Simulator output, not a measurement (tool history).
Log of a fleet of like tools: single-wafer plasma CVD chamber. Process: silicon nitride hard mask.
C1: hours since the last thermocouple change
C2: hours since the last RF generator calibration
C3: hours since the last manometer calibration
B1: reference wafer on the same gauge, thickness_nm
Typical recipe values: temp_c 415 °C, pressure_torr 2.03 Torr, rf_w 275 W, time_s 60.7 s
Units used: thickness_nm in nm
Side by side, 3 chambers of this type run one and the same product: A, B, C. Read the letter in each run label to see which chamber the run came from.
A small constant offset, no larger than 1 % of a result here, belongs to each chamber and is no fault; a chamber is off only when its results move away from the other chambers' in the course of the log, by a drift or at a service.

Run 1B, day 0.229: usual settings; C1 674.2; C2 699.2; C3 1604.9; B1 66.518. Result: thickness_nm 70.133 nm.
Run 2A, day 0.438: usual settings; C1 706.1; C2 628.4; C3 2127.3; B1 66.481. Result: thickness_nm 70.043 nm.
Run 3C, day 0.717: usual settings; C1 906.1; C2 1267.3; C3 1038.4; B1 66.538. Result: thickness_nm 69.772 nm.
Run 4C, day 0.942: usual settings; C1 911.5; C2 1272.7; C3 1043.8; B1 66.503. Result: thickness_nm 69.765 nm.
Run 5B, day 1.392: usual settings; C1 702.1; C2 727.1; C3 1632.8; B1 66.494. Result: thickness_nm 70.23 nm.
Run 6A, day 1.617: usual settings; C1 734.4; C2 656.7; C3 2155.6; B1 66.509. Result: thickness_nm 70.091 nm.
Run 7A, day 1.929: usual settings; C1 741.9; C2 664.2; C3 2163.1; B1 66.561. Result: thickness_nm 70.005 nm.
Run 8B, day 2.179: usual settings; C1 721; C2 746; C3 1651.7; B1 66.486. Result: thickness_nm 70.071 nm.
Run 9C, day 2.475: usual settings; C1 948.3; C2 1309.5; C3 1080.6; B1 66.535. Result: thickness_nm 69.606 nm.
Run 10A, day 2.846: usual settings but time_s 49.3 s; C1 763.9; C2 686.2; C3 2185.1; B1 66.493. Result: thickness_nm 57.242 nm.
Run 11B, day 3.121: usual settings but time_s 49.3 s; C1 743.6; C2 768.6; C3 1674.3; B1 66.488. Result: thickness_nm 56.921 nm.
Run 12C, day 3.55: usual settings but time_s 49.3 s; C1 974.1; C2 1335.3; C3 1106.4; B1 66.485. Result: thickness_nm 56.724 nm.
Run 13C, day 3.929: usual settings but rf_w 240 W; C1 983.2; C2 1344.4; C3 1115.5; B1 66.511. Result: thickness_nm 63.149 nm.
At day 4.146: chamber C: capacitance manometer re-zeroed and calibrated.
Run 14A, day 4.358: usual settings but rf_w 240 W; C1 800.2; C2 722.5; C3 2221.4; B1 66.506. Result: thickness_nm 63.671 nm.
At day 4.521: chamber A: capacitance manometer re-zeroed and calibrated.
At day 4.558: chamber C: RF generator calibrated.
Run 15B, day 4.592: usual settings but rf_w 240 W; C1 778.9; C2 803.9; C3 1709.6; B1 66.531. Result: thickness_nm 63.425 nm.
Run 16B, day 5.021: usual settings; C1 789.2; C2 814.2; C3 1719.9; B1 66.518. Result: thickness_nm 69.925 nm.
Run 17C, day 5.471: usual settings; C1 1020.2; C2 22; C3 31.8; B1 66.53. Result: thickness_nm 69.933 nm.
Run 18A, day 5.912: usual settings; C1 837.5; C2 759.8; C3 33.4; B1 66.51. Result: thickness_nm 68.818 nm.
Run 19B, day 6.312: usual settings; C1 820.2; C2 845.2; C3 1750.9; B1 66.493. Result: thickness_nm 70.062 nm.
Run 20A, day 6.596: usual settings; C1 853.9; C2 776.2; C3 49.8; B1 66.486. Result: thickness_nm 69.074 nm.
Run 21C, day 6.988: usual settings; C1 1056.6; C2 58.4; C3 68.2; B1 66.531. Result: thickness_nm 69.755 nm.
Run 22B, day 7.288: usual settings; C1 843.6; C2 868.6; C3 1774.3; B1 66.506. Result: thickness_nm 70.082 nm.
Run 23A, day 7.617: usual settings; C1 878.4; C2 800.7; C3 74.3; B1 66.493. Result: thickness_nm 68.907 nm.
Run 24C, day 7.879: usual settings but temp_c 406 °C, time_s 53.3 s; C1 1078; C2 79.8; C3 89.6; B1 66.505. Result: thickness_nm 61.455 nm.

Next, every chamber runs the same settings. What will each give?
Run 25A, day 8.208: usual settings. Result: thickness_nm ?.
Run 25B, day 8.208: usual settings. Result: thickness_nm ?.
Run 25C, day 8.208: usual settings. Result: thickness_nm ?.

run  thickness_nm
25A        68.956
25B        69.881
25C        69.673
